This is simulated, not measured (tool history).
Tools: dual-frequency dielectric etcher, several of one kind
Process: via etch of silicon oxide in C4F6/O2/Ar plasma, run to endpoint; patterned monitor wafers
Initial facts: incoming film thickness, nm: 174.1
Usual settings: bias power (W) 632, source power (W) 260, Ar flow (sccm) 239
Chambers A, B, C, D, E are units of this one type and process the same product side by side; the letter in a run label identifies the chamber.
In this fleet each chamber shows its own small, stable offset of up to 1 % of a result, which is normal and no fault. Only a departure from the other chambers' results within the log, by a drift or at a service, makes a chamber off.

run 1D hour=10.7 | bias_power_(W)=632 source_power_(W)=260 Ar_flow_(sccm)=239 | endpoint_time_(s)=40.107
run 2E hour=22.6 | bias_power_(W)=632 source_power_(W)=260 Ar_flow_(sccm)=239 | endpoint_time_(s)=40.015
run 3A hour=34.5 | bias_power_(W)=632 source_power_(W)=260 Ar_flow_(sccm)=239 | endpoint_time_(s)=39.607
run 4B hour=40.4 | bias_power_(W)=632 source_power_(W)=260 Ar_flow_(sccm)=239 | endpoint_time_(s)=39.973
run 5C hour=49.4 | bias_power_(W)=632 source_power_(W)=260 Ar_flow_(sccm)=258 | endpoint_time_(s)=40.499
run 6A hour=58.2 | bias_power_(W)=632 source_power_(W)=260 Ar_flow_(sccm)=258 | endpoint_time_(s)=40.06
run 7C hour=63.6 | bias_power_(W)=632 source_power_(W)=260 Ar_flow_(sccm)=258 | endpoint_time_(s)=40.572
run 8B hour=74.7 | bias_power_(W)=632 source_power_(W)=260 Ar_flow_(sccm)=258 | endpoint_time_(s)=40.7
run 9E hour=87.2 | bias_power_(W)=632 source_power_(W)=260 Ar_flow_(sccm)=258 | endpoint_time_(s)=40.357
run 10D hour=98 | bias_power_(W)=692 source_power_(W)=260 Ar_flow_(sccm)=187 | endpoint_time_(s)=37.664
run 11A hour=107.4 | bias_power_(W)=692 source_power_(W)=260 Ar_flow_(sccm)=187 | endpoint_time_(s)=37.246
run 12E hour=115.2 | bias_power_(W)=692 source_power_(W)=260 Ar_flow_(sccm)=187 | endpoint_time_(s)=37.499
run 13C hour=123.4 | bias_power_(W)=692 source_power_(W)=260 Ar_flow_(sccm)=187 | endpoint_time_(s)=37.338
run 14D hour=129.3 | bias_power_(W)=692 source_power_(W)=260 Ar_flow_(sccm)=187 | endpoint_time_(s)=37.571
run 15B hour=137.6 | bias_power_(W)=632 source_power_(W)=260 Ar_flow_(sccm)=239 | endpoint_time_(s)=40.197
run 16D hour=144.7 | bias_power_(W)=632 source_power_(W)=260 Ar_flow_(sccm)=239 | endpoint_time_(s)=40.074
run 17E hour=151.6 | bias_power_(W)=632 source_power_(W)=310 Ar_flow_(sccm)=267 | endpoint_time_(s)=38.085
run 18C hour=160 | bias_power_(W)=632 source_power_(W)=310 Ar_flow_(sccm)=267 | endpoint_time_(s)=38.213
run 19B hour=165.6 | bias_power_(W)=632 source_power_(W)=310 Ar_flow_(sccm)=267 | endpoint_time_(s)=38.045
run 20A hour=172.3 | bias_power_(W)=632 source_power_(W)=310 Ar_flow_(sccm)=267 | endpoint_time_(s)=37.829
run 21C hour=183.8 | bias_power_(W)=632 source_power_(W)=310 Ar_flow_(sccm)=267 | endpoint_time_(s)=38.341
run 22E hour=195.4 | bias_power_(W)=632 source_power_(W)=260 Ar_flow_(sccm)=239 | endpoint_time_(s)=40.007
run 23B hour=201.7 | bias_power_(W)=545 source_power_(W)=260 Ar_flow_(sccm)=278 | endpoint_time_(s)=43.145
run 24A hour=207.1 | bias_power_(W)=545 source_power_(W)=260 Ar_flow_(sccm)=278 | endpoint_time_(s)=42.909
run 25D hour=213.9 | bias_power_(W)=545 source_power_(W)=260 Ar_flow_(sccm)=278 | endpoint_time_(s)=43.24
run 26C hour=222 | bias_power_(W)=545 source_power_(W)=260 Ar_flow_(sccm)=278 | endpoint_time_(s)=43.154
run 27E hour=233.1 | bias_power_(W)=545 source_power_(W)=260 Ar_flow_(sccm)=278 | endpoint_time_(s)=43.33
run 28A hour=244.3 | bias_power_(W)=632 source_power_(W)=260 Ar_flow_(sccm)=239 | endpoint_time_(s)=40.152
run 29B hour=250.9 | bias_power_(W)=632 source_power_(W)=260 Ar_flow_(sccm)=239 | endpoint_time_(s)=40.337
run 30D hour=262.4 | bias_power_(W)=632 source_power_(W)=210 Ar_flow_(sccm)=239 | endpoint_time_(s)=43.382
run 31A hour=272.4 | bias_power_(W)=632 source_power_(W)=210 Ar_flow_(sccm)=239 | endpoint_time_(s)=43.685
run 32E hour=284.6 | bias_power_(W)=632 source_power_(W)=210 Ar_flow_(sccm)=239 | endpoint_time_(s)=43.426
run 33B hour=293.2 | bias_power_(W)=632 source_power_(W)=210 Ar_flow_(sccm)=239 | endpoint_time_(s)=43.378
run 34D hour=301.4 | bias_power_(W)=632 source_power_(W)=210 Ar_flow_(sccm)=239 | endpoint_time_(s)=43.442
run 35C hour=310 | bias_power_(W)=632 source_power_(W)=260 Ar_flow_(sccm)=239 | endpoint_time_(s)=40.15
run 36C hour=317.7 | bias_power_(W)=632 source_power_(W)=260 Ar_flow_(sccm)=239 | endpoint_time_(s)=40.044
run 37E hour=330.2 | bias_power_(W)=632 source_power_(W)=260 Ar_flow_(sccm)=239 | endpoint_time_(s)=39.94
run 38D hour=338.6 | bias_power_(W)=632 source_power_(W)=260 Ar_flow_(sccm)=239 | endpoint_time_(s)=40.159
run 39B hour=345.7 | bias_power_(W)=632 source_power_(W)=260 Ar_flow_(sccm)=239 | endpoint_time_(s)=40.166
run 40A hour=354.3 | bias_power_(W)=632 source_power_(W)=230 Ar_flow_(sccm)=239 | endpoint_time_(s)=43.303
-- hour=358.5 chamber D: wet clean of the chamber
run 41C hour=365.6 | bias_power_(W)=632 source_power_(W)=230 Ar_flow_(sccm)=239 | endpoint_time_(s)=41.71
run 42B hour=377.2 | bias_power_(W)=632 source_power_(W)=230 Ar_flow_(sccm)=239 | endpoint_time_(s)=42.207
-- hour=380 chamber E: wet clean of the chamber
run 43E hour=385.9 | bias_power_(W)=632 source_power_(W)=230 Ar_flow_(sccm)=239 | endpoint_time_(s)=41.708
run 44D hour=391.3 | bias_power_(W)=632 source_power_(W)=230 Ar_flow_(sccm)=239 | endpoint_time_(s)=41.708

Is one chamber out of step, is the gauge drifting, or do the chambers differ by no more than their own small offsets? For an off chamber, give its letter and the likeliest cause.

Little by little, chamber A moves away from the other chambers.
Likeliest cause: etch rate under this chamber's usual, % = 4.65.

Below are 4 candidate recipes for chamber A's next run, each the usual settings with a change, their results shown as question marks. Which of them brings A's results back in line with what the other chambers give on the usual settings?
In-line tolerance around the mean of the other chambers on the usual settings: endpoint time (s) 0.5
run 45A-1 hour=400.3 | bias_power_(W)=608 source_power_(W)=260 Ar_flow_(sccm)=239 | endpoint_time_(s)=?
run 45A-2 hour=400.3 | bias_power_(W)=599 source_power_(W)=250 Ar_flow_(sccm)=243 | endpoint_time_(s)=?
run 45A-3 hour=400.3 | bias_power_(W)=632 source_power_(W)=270 Ar_flow_(sccm)=239 | endpoint_time_(s)=?
run 45A-4 hour=400.3 | bias_power_(W)=632 source_power_(W)=290 Ar_flow_(sccm)=239 | endpoint_time_(s)=?

Average result of the remaining chambers running the usual settings: endpoint time (s) 40.093
run=45A-1 endpoint_time_(s)=42.213
run=45A-2 endpoint_time_(s)=43.162
run=45A-3 endpoint_time_(s)=40.995
run=45A-4 endpoint_time_(s)=39.931
It is 45A-4 that realigns the chamber with its peers.
